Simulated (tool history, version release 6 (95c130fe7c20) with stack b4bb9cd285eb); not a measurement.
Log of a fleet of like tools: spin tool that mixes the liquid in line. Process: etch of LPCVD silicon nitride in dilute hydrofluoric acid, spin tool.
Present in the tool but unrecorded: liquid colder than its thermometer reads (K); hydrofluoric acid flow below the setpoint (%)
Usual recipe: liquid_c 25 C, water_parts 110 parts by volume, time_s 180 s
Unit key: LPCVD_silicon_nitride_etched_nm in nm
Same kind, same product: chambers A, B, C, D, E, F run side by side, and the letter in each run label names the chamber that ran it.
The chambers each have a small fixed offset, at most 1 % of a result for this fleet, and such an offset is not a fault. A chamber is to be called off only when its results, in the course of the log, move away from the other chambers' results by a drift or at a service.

run	hour	liquid_c	water_parts	time_s	hours since the thermometer was replaced	hours since the hydrofluoric acid flow meter was replaced	read-back film thickness of the LPCVD silicon nitride reference wafer, read on the same gauge (nm)	LPCVD_silicon_nitride_etched_nm
1C	4.3	25	110	180	1018.8	552.3	140	0.89941
2B	8.6	25	110	180	73	1742	140.02	0.89807
3E	13	25	110	180	618.9	142.8	139.96	0.90801
4D	15.9	25	110	180	1009.7	383.5	140.01	0.86406
5F	20.4	25	110	180	2432.7	1207.8	140.01	0.86977
6A	22.9	25	110	180	1645.5	1173.1	140.01	0.85974
7A	26	25	110	180	1648.6	1176.2	140.03	0.88005
8C	29.2	25	110	180	1043.7	577.2	140.03	0.87678
9D	34	25	110	180	1027.8	401.6	140.01	0.89244
10B	37.5	25	110	180	101.9	1770.9	140	0.88615
11F	40	25	80	180	2452.3	1227.4	139.97	1.2559
12E	44.8	25	80	180	650.7	174.6	139.98	1.1828
13F	47.7	25	80	180	2460	1235.1	140.03	1.1886
14B	52.3	25	80	180	116.7	1785.7	140.01	1.2372
15A	56.4	25	80	180	1679	1206.6	139.96	1.2419
16E	61	25	80	180	666.9	190.8	139.99	1.2582
17C	65.7	25	110	180	1080.2	613.7	139.96	0.90042
18D	69	25	110	180	1062.8	436.6	139.97	0.86769
19D	73.2	28.5	110	215	1067	440.8	140.01	1.3339
20C	77.8	28.5	110	215	1092.3	625.8	140	1.2581
21A	80.1	28.5	110	215	1702.7	1230.3	139.98	1.3287
22E	82.8	28.5	110	215	688.7	212.6	140	1.2973
23B	86.6	28.5	110	215	151	1820	140	1.2991
# hour 87.8: chamber E: thermometer replaced
24F	90.1	28.5	110	215	2502.4	1277.5	140	1.3041
25A	93.7	25	110	180	1716.3	1243.9	140.01	0.8975
26F	98	25	110	180	2510.3	1285.4	140.04	0.86318
27B	101.4	25	110	180	165.8	1834.8	139.98	0.87266
28E	105.4	29	145	180	17.7	235.2	139.97	0.87881
29D	109.5	29	145	180	1103.3	477.1	140.04	0.85303
30C	112.9	29	145	180	1127.4	660.9	140	0.84867
31F	117.4	29	145	180	2529.7	1304.8	140.03	0.84836
32B	121.3	29	145	180	185.7	1854.7	140.05	0.88103
33C	126.2	29	145	180	1140.7	674.2	139.97	0.85699
34A	128.4	25	60	180	1751	1278.6	140.04	1.5687
35D	130.6	25	60	180	1124.4	498.2	140.01	1.629
36E	133.1	25	60	180	45.4	262.9	140.03	1.5911
37D	137.7	25	60	180	1131.5	505.3	140.01	1.6438
38F	141.6	25	60	180	2553.9	1329	140.01	1.6274

For the next run the whole fleet of 6 chambers uses the same settings. Give each chamber's results:
39A	145.2	25	110	180				?
39B	145.2	25	110	180				?
39C	145.2	25	110	180				?
39D	145.2	25	110	180				?
39E	145.2	25	110	180				?
39F	145.2	25	110	180				?

run	LPCVD_silicon_nitride_etched_nm
39A	0.83803
39B	0.87994
39C	0.90102
39D	0.89828
39E	0.90862
39F	0.87856
